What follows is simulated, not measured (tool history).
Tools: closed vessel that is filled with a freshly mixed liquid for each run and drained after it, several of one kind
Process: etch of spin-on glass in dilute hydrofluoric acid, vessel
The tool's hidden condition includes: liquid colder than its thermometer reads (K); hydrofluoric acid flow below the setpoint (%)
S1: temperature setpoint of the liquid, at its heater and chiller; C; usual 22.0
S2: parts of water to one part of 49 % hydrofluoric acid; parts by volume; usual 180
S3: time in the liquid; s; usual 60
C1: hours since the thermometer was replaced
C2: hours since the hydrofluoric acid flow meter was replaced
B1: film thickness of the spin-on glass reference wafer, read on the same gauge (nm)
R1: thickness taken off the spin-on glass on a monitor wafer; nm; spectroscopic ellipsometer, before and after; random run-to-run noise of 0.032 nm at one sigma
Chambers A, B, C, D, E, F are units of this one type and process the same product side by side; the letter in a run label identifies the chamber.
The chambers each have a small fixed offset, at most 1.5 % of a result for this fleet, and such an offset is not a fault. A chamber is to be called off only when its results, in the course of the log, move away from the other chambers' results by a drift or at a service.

run 1E hour=4.7 | S1=22.0 S2=180 S3=60 | C1=1603.9 C2=1055.1 | B1=129.97 | R1=9.2433
run 2C hour=8.4 | S1=22.0 S2=180 S3=60 | C1=406.9 C2=158.2 | B1=129.93 | R1=9.0778
run 3A hour=11.5 | S1=22.0 S2=180 S3=60 | C1=860.4 C2=88.4 | B1=130.00 | R1=9.2297
run 4D hour=15.4 | S1=22.0 S2=180 S3=60 | C1=711.5 C2=322.8 | B1=130.01 | R1=9.2120
run 5F hour=19.2 | S1=22.0 S2=180 S3=60 | C1=206.1 C2=1725.6 | B1=129.95 | R1=9.2297
run 6B hour=22.1 | S1=22.0 S2=180 S3=60 | C1=2049.2 C2=1312.8 | B1=130.00 | R1=9.2090
run 7C hour=26.8 | S1=19.5 S2=180 S3=30 | C1=425.3 C2=176.6 | B1=130.01 | R1=4.1542
run 8B hour=30.5 | S1=19.5 S2=180 S3=30 | C1=2057.6 C2=1321.2 | B1=129.98 | R1=4.2073
run 9E hour=35.9 | S1=19.5 S2=180 S3=30 | C1=1635.1 C2=1086.3 | B1=129.95 | R1=4.1899
run 10A hour=41.0 | S1=19.5 S2=180 S3=30 | C1=889.9 C2=117.9 | B1=129.98 | R1=4.1802
run 11F hour=45.2 | S1=19.5 S2=180 S3=30 | C1=232.1 C2=1751.6 | B1=129.95 | R1=4.1810
-- hour=47.5 chamber D: thermometer replaced
run 12D hour=49.8 | S1=19.5 S2=180 S3=30 | C1=2.4 C2=357.2 | B1=129.98 | R1=4.1970
run 13B hour=54.3 | S1=22.0 S2=180 S3=60 | C1=2081.4 C2=1345.0 | B1=129.98 | R1=9.2569
run 14D hour=59.6 | S1=22.0 S2=180 S3=60 | C1=12.2 C2=367.0 | B1=130.01 | R1=9.3111
run 15F hour=63.4 | S1=22.0 S2=180 S3=60 | C1=250.3 C2=1769.8 | B1=129.99 | R1=9.2075
run 16E hour=68.4 | S1=22.0 S2=180 S3=60 | C1=1667.6 C2=1118.8 | B1=129.96 | R1=9.2326
run 17C hour=73.5 | S1=22.0 S2=180 S3=60 | C1=472.0 C2=223.3 | B1=129.94 | R1=9.1220
run 18A hour=78.8 | S1=22.0 S2=180 S3=60 | C1=927.7 C2=155.7 | B1=129.98 | R1=9.2232
run 19A hour=82.6 | S1=22.0 S2=180 S3=60 | C1=931.5 C2=159.5 | B1=129.97 | R1=9.1986
run 20F hour=85.7 | S1=22.0 S2=110 S3=85 | C1=272.6 C2=1792.1 | B1=130.00 | R1=23.1200
-- hour=90.7 chamber E: hydrofluoric acid flow meter replaced
run 21D hour=90.8 | S1=22.0 S2=110 S3=85 | C1=43.4 C2=398.2 | B1=130.01 | R1=23.1650
run 22B hour=94.7 | S1=22.0 S2=110 S3=85 | C1=2121.8 C2=1385.4 | B1=130.04 | R1=22.9670
run 23C hour=99.2 | S1=22.0 S2=110 S3=85 | C1=497.7 C2=249.0 | B1=129.95 | R1=22.9810
run 24E hour=102.3 | S1=22.0 S2=110 S3=85 | C1=1701.5 C2=11.6 | B1=129.98 | R1=23.2200
run 25C hour=107.5 | S1=22.0 S2=110 S3=85 | C1=506.0 C2=257.3 | B1=129.98 | R1=22.9910
run 26B hour=111.2 | S1=18.5 S2=110 S3=60 | C1=2138.3 C2=1401.9 | B1=129.99 | R1=13.9870
run 27E hour=113.7 | S1=18.5 S2=110 S3=60 | C1=1712.9 C2=23.0 | B1=130.02 | R1=14.2510
run 28D hour=119.0 | S1=18.5 S2=110 S3=60 | C1=71.6 C2=426.4 | B1=130.01 | R1=14.2040
run 29A hour=123.8 | S1=18.5 S2=110 S3=60 | C1=972.7 C2=200.7 | B1=130.02 | R1=14.1230
run 30F hour=128.9 | S1=18.5 S2=110 S3=60 | C1=315.8 C2=1835.3 | B1=130.01 | R1=13.8820
run 31F hour=132.0 | S1=18.5 S2=110 S3=60 | C1=318.9 C2=1838.4 | B1=130.04 | R1=13.7970
run 32E hour=136.6 | S1=22.0 S2=180 S3=60 | C1=1735.8 C2=45.9 | B1=129.95 | R1=9.2008
run 33B hour=139.4 | S1=22.0 S2=180 S3=60 | C1=2166.5 C2=1430.1 | B1=130.02 | R1=9.2801
run 34D hour=143.8 | S1=22.0 S2=180 S3=60 | C1=96.4 C2=451.2 | B1=130.00 | R1=9.2266
run 35A hour=149.0 | S1=22.0 S2=180 S3=60 | C1=997.9 C2=225.9 | B1=129.98 | R1=9.2360
run 36C hour=151.5 | S1=22.0 S2=180 S3=60 | C1=550.0 C2=301.3 | B1=130.01 | R1=9.0829

Is one chamber off against the others, does the gauge drift, or is nothing wrong? If a chamber is off, say which, and what the likeliest cause is.

One chamber, F, drifts off from the rest bit by bit.
What lies behind it: liquid colder than its thermometer reads (K) = 0.897.
It could be hard to tell apart here from: hydrofluoric acid flow below the setpoint (%).

Below are 4 candidate recipes for chamber F's next run, each the usual settings with a change, their results shown as question marks. Which of them brings F's results back in line with what the other chambers give on the usual settings?
Maximum distance from the other chambers' mean on the usual settings for a result to count as in line: R1 0.1100 nm
run 37F-1 hour=155.5 | S1=22.0 S2=175 S3=60 | R1=?
run 37F-2 hour=155.5 | S1=23.5 S2=180 S3=60 | R1=?
run 37F-3 hour=155.5 | S1=20.5 S2=180 S3=60 | R1=?
run 37F-4 hour=155.5 | S1=22.0 S2=185 S3=60 | R1=?

On the usual settings, the other chambers give on average: R1 9.1926 nm
run=37F-1 R1=9.1869
run=37F-2 R1=9.4077
run=37F-3 R1=8.3815
run=37F-4 R1=8.5945
37F-1 is the one that brings the chamber's results back in line with the other chambers.

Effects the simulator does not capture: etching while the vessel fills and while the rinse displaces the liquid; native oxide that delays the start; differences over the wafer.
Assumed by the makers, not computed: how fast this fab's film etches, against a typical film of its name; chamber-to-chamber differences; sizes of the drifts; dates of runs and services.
